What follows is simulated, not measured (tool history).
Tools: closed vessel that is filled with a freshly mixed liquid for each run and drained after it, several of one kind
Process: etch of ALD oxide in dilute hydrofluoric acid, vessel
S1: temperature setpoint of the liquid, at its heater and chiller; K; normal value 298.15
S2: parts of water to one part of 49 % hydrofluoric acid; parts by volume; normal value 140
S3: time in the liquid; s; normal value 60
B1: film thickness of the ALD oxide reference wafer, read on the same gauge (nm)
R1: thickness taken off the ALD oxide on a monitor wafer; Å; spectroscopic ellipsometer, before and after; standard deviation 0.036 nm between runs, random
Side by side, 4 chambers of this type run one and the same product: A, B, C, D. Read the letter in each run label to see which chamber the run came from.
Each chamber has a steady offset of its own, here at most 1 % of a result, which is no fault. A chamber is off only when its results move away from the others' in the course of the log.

run   hour      S1   S2  S3      B1      R1
 1D   14.1  298.15  140  60  59.987  90.833
 2A   22.4  298.15  140  60  59.977  90.568
 3B   29.5  298.15  140  60  59.963   89.97
 4C   37.9  298.15  140  60  60.016  92.146
      48.4  -- chamber B: thermometer replaced
 5D   52.2  298.15  140  60  59.995  90.998
 6A   64.3  298.15  140  60  60.035  90.494
 7C   74.9  298.15  140  60  60.005  91.865
 8B   90.6  298.15  140  60  59.996  90.899
 9B  103.9  298.15  140  60  60.043  89.812
10C  113.9  294.15  140  60  59.986  78.778
11D  125.7  294.15  140  60   60.02  78.118
12A  135.9  294.15  140  60  60.025   77.83
13A  145.5  294.15  140  60  59.977  77.883
14C  161.2  298.15  140  60   59.98   91.82
15B  175.8  298.15  140  60  60.036    90.6
       179  -- chamber A: hydrofluoric acid flow meter replaced
16D  187.1  298.15  140  60  59.948  90.316
17C  200.3  298.15  140  60  59.986  92.472
18D  211.1  298.15  140  60  60.046  91.019
19B  223.5  298.15  140  60   59.99  90.576
20A    234  298.15  140  60  60.042  90.477
21B  241.4  298.15  140  60  59.985  90.086
22D  252.8  298.15  140  60  60.022  90.789
23C  268.1  298.15  140  60  60.041  91.965
24A  280.8  298.15  140  60  60.012  90.723
25C  293.1  298.15  140  60  60.009  91.603

All 4 chambers run these settings next. Forecast each chamber's results:
26A  304.6  298.15  140  60       ?
26B  304.6  298.15  140  60       ?
26C  304.6  298.15  140  60       ?
26D  304.6  298.15  140  60       ?

run      R1
26A  91.242
26B  90.269
26C  92.193
26D  90.978
